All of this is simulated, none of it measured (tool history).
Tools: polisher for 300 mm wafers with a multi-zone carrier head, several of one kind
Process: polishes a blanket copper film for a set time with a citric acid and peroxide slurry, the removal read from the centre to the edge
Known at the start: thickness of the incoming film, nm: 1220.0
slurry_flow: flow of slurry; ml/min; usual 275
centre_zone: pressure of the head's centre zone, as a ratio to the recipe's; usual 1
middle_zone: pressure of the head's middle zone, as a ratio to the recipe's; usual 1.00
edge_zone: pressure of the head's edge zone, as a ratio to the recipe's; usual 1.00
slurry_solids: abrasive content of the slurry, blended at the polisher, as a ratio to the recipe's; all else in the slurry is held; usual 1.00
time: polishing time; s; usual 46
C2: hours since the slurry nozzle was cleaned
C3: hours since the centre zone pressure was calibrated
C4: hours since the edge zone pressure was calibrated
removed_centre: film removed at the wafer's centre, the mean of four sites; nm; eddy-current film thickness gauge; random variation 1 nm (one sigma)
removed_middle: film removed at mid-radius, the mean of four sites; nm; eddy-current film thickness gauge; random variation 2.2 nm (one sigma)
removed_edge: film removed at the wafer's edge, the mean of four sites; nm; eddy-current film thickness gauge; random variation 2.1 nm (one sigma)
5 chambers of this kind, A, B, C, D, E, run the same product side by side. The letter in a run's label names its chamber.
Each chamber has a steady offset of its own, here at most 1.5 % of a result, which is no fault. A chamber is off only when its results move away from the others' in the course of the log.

Run 1C, day 0.108: usual settings; wafers polished on this pad 530; C2 107.2; C3 673.9; C4 123.2. Result: removed_centre 150.32 nm, removed_middle 152.69 nm, removed_edge 147.70 nm.
Run 2A, day 0.246: usual settings; wafers polished on this pad 616; C2 324.2; C3 258.3; C4 10.1. Result: removed_centre 151.07 nm, removed_middle 150.38 nm, removed_edge 147.97 nm.
Run 3E, day 0.417: usual settings; wafers polished on this pad 1052; C2 306.8; C3 1118.6; C4 346.6. Result: removed_centre 151.38 nm, removed_middle 151.12 nm, removed_edge 149.62 nm.
Run 4B, day 0.496: usual settings; wafers polished on this pad 209; C2 147.0; C3 401.2; C4 455.9. Result: removed_centre 150.90 nm, removed_middle 151.23 nm, removed_edge 151.06 nm.
Run 5D, day 0.617: usual settings but middle_zone 1.08; wafers polished on this pad 928; C2 357.4; C3 139.1; C4 251.2. Result: removed_centre 151.15 nm, removed_middle 161.13 nm, removed_edge 153.27 nm.
Run 6E, day 0.779: usual settings but middle_zone 1.08; wafers polished on this pad 1118; C2 315.5; C3 1127.3; C4 355.3. Result: removed_centre 152.02 nm, removed_middle 161.43 nm, removed_edge 152.17 nm.
At day 0.921: chamber D: worn pad replaced by a new one.
Run 7D, day 0.954: usual settings but middle_zone 1.08; wafers polished on this pad 6; C2 365.5; C3 147.2; C4 259.3. Result: removed_centre 152.10 nm, removed_middle 163.92 nm, removed_edge 154.98 nm.
Run 8C, day 1.054: usual settings but middle_zone 1.08; wafers polished on this pad 703; C2 129.9; C3 696.6; C4 145.9. Result: removed_centre 151.70 nm, removed_middle 159.55 nm, removed_edge 149.00 nm.
Run 9A, day 1.146: usual settings but middle_zone 1.08; wafers polished on this pad 780; C2 345.8; C3 279.9; C4 31.7. Result: removed_centre 149.29 nm, removed_middle 163.62 nm, removed_edge 150.60 nm.
At day 1.204: chamber E: worn pad replaced by a new one.
Run 10B, day 1.329: usual settings; wafers polished on this pad 361; C2 167.0; C3 421.2; C4 475.9. Result: removed_centre 150.40 nm, removed_middle 151.05 nm, removed_edge 150.24 nm.
Run 11B, day 1.442: usual settings; wafers polished on this pad 382; C2 169.7; C3 423.9; C4 478.6. Result: removed_centre 149.61 nm, removed_middle 154.82 nm, removed_edge 147.30 nm.
Run 12A, day 1.596: usual settings; wafers polished on this pad 862; C2 356.6; C3 290.7; C4 42.5. Result: removed_centre 150.98 nm, removed_middle 150.07 nm, removed_edge 152.05 nm.
Run 13C, day 1.767: usual settings; wafers polished on this pad 833; C2 147.0; C3 713.7; C4 163.0. Result: removed_centre 150.24 nm, removed_middle 154.76 nm, removed_edge 151.43 nm.
At day 1.838: chamber E: centre zone pressure recalibrated.
Run 14D, day 1.858: usual settings; wafers polished on this pad 171; C2 387.2; C3 168.9; C4 281.0. Result: removed_centre 151.89 nm, removed_middle 152.85 nm, removed_edge 156.42 nm.
Run 15E, day 1.971: usual settings; wafers polished on this pad 139; C2 344.1; C3 3.3; C4 383.9. Result: removed_centre 161.83 nm, removed_middle 148.49 nm, removed_edge 152.84 nm.
Run 16C, day 2.154: usual settings; wafers polished on this pad 903; C2 156.3; C3 723.0; C4 172.3. Result: removed_centre 150.36 nm, removed_middle 148.62 nm, removed_edge 151.13 nm.
At day 2.275: chamber A: slurry nozzle cleaned.
Run 17A, day 2.321: usual settings; wafers polished on this pad 994; C2 1.1; C3 308.1; C4 59.9. Result: removed_centre 149.40 nm, removed_middle 151.63 nm, removed_edge 150.81 nm.
Run 18D, day 2.496: usual settings; wafers polished on this pad 287; C2 402.5; C3 184.2; C4 296.3. Result: removed_centre 150.31 nm, removed_middle 149.83 nm, removed_edge 153.12 nm.
Run 19B, day 2.621: usual settings; wafers polished on this pad 597; C2 198.0; C3 452.2; C4 506.9. Result: removed_centre 150.55 nm, removed_middle 155.16 nm, removed_edge 153.22 nm.
At day 2.667: chamber E: edge zone pressure recalibrated.
Run 20E, day 2.800: usual settings; wafers polished on this pad 291; C2 364.0; C3 23.2; C4 3.3. Result: removed_centre 163.55 nm, removed_middle 154.93 nm, removed_edge 151.90 nm.
Run 21C, day 2.892: usual settings but slurry_flow 350 ml/min, time 56 s; wafers polished on this pad 1038; C2 174.0; C3 740.7; C4 190.0. Result: removed_centre 187.20 nm, removed_middle 188.79 nm, removed_edge 187.06 nm.
Run 22D, day 3.017: usual settings but slurry_flow 350 ml/min, time 56 s; wafers polished on this pad 382; C2 415.0; C3 196.7; C4 308.8. Result: removed_centre 186.57 nm, removed_middle 198.03 nm, removed_edge 194.21 nm.
Run 23B, day 3.188: usual settings but slurry_flow 350 ml/min, time 56 s; wafers polished on this pad 700; C2 211.6; C3 465.8; C4 520.5. Result: removed_centre 187.53 nm, removed_middle 189.04 nm, removed_edge 188.54 nm.
At day 3.238: chamber B: worn pad replaced by a new one.
Run 24E, day 3.275: usual settings but slurry_flow 350 ml/min, time 56 s; wafers polished on this pad 377; C2 375.4; C3 34.6; C4 14.7. Result: removed_centre 200.42 nm, removed_middle 185.99 nm, removed_edge 187.52 nm.
At day 3.354: chamber C: worn pad replaced by a new one.
Run 25A, day 3.417: usual settings but slurry_flow 350 ml/min, time 56 s; wafers polished on this pad 1194; C2 27.4; C3 334.4; C4 86.2. Result: removed_centre 185.29 nm, removed_middle 194.10 nm, removed_edge 188.60 nm.
Run 26E, day 3.542: usual settings but edge_zone 1.08, slurry_solids 1.25; wafers polished on this pad 426; C2 381.8; C3 41.0; C4 21.1. Result: removed_centre 168.49 nm, removed_middle 154.64 nm, removed_edge 168.16 nm.
Run 27C, day 3.683: usual settings but edge_zone 1.08, slurry_solids 1.25; wafers polished on this pad 60; C2 193.0; C3 759.7; C4 209.0. Result: removed_centre 156.15 nm, removed_middle 162.80 nm, removed_edge 165.79 nm.
Run 28D, day 3.812: usual settings but edge_zone 1.08, slurry_solids 1.25; wafers polished on this pad 527; C2 434.1; C3 215.8; C4 327.9. Result: removed_centre 158.96 nm, removed_middle 159.44 nm, removed_edge 167.82 nm.
Run 29B, day 3.950: usual settings but edge_zone 1.08, slurry_solids 1.25; wafers polished on this pad 130; C2 229.9; C3 484.1; C4 538.8. Result: removed_centre 157.34 nm, removed_middle 160.86 nm, removed_edge 167.97 nm.
Run 30A, day 4.071: usual settings but edge_zone 1.08, slurry_solids 1.25; wafers polished on this pad 1313; C2 43.1; C3 350.1; C4 101.9. Result: removed_centre 157.33 nm, removed_middle 160.47 nm, removed_edge 162.99 nm.
Run 31D, day 4.200: usual settings but time 61 s; wafers polished on this pad 598; C2 443.4; C3 225.1; C4 337.2. Result: removed_centre 199.38 nm, removed_middle 202.49 nm, removed_edge 203.95 nm.
At day 4.204: chamber A: worn pad replaced by a new one.
Run 32B, day 4.358: usual settings but time 61 s; wafers polished on this pad 204; C2 239.7; C3 493.9; C4 548.6. Result: removed_centre 197.95 nm, removed_middle 199.99 nm, removed_edge 201.34 nm.
Run 33C, day 4.533: usual settings but time 61 s; wafers polished on this pad 215; C2 213.4; C3 780.1; C4 229.4. Result: removed_centre 199.63 nm, removed_middle 202.31 nm, removed_edge 202.30 nm.
Run 34A, day 4.712: usual settings but time 61 s; wafers polished on this pad 93; C2 58.5; C3 365.5; C4 117.3. Result: removed_centre 198.56 nm, removed_middle 204.05 nm, removed_edge 200.43 nm.
Run 35E, day 4.896: usual settings but time 61 s; wafers polished on this pad 673; C2 414.3; C3 73.5; C4 53.6. Result: removed_centre 214.23 nm, removed_middle 199.92 nm, removed_edge 207.29 nm.

What goes on in this fleet: one chamber off, a drifting gauge, or nothing beyond the chambers' own small offsets? Name the chamber and the cause, if any.

A service left chamber E off against the others.
Cause: centre zone's pressure above its setpoint, % = 6.19.

Here are 4 candidates for chamber E's next run, each the usual settings with a change, their results left as question marks. Which one brings its results back in line with what the others give on the usual settings?
In line means no further than this from the other chambers' mean on the usual settings: removed_centre 3.50 nm; removed_middle 7.70 nm; removed_edge 7.20 nm
Run 36E-1, day 5.025: usual settings but slurry_flow 270 ml/min, centre_zone 0.94, middle_zone 1.03, edge_zone 1.01. Result: removed_centre ?, removed_middle ?, removed_edge ?.
Run 36E-2, day 5.025: usual settings but slurry_flow 280 ml/min, centre_zone 1.06, middle_zone 0.97, edge_zone 0.99. Result: removed_centre ?, removed_middle ?, removed_edge ?.
Run 36E-3, day 5.025: usual settings but slurry_flow 270 ml/min, centre_zone 0.90, middle_zone 1.05, edge_zone 1.02, time 45 s. Result: removed_centre ?, removed_middle ?, removed_edge ?.
Run 36E-4, day 5.025: usual settings but slurry_flow 280 ml/min, centre_zone 1.11, middle_zone 0.95, edge_zone 0.98, time 47 s. Result: removed_centre ?, removed_middle ?, removed_edge ?.

The other chambers' mean on the usual settings: removed_centre 150.46 nm; removed_middle 152.04 nm; removed_edge 151.28 nm
  run  removed_centre  removed_middle  removed_edge
36E-1          151.31          153.50        151.86
36E-2          173.49          145.83        150.85
36E-3          141.03          152.86        149.29
36E-4          186.42          146.17        153.35
36E-1 brings the chamber back in line.

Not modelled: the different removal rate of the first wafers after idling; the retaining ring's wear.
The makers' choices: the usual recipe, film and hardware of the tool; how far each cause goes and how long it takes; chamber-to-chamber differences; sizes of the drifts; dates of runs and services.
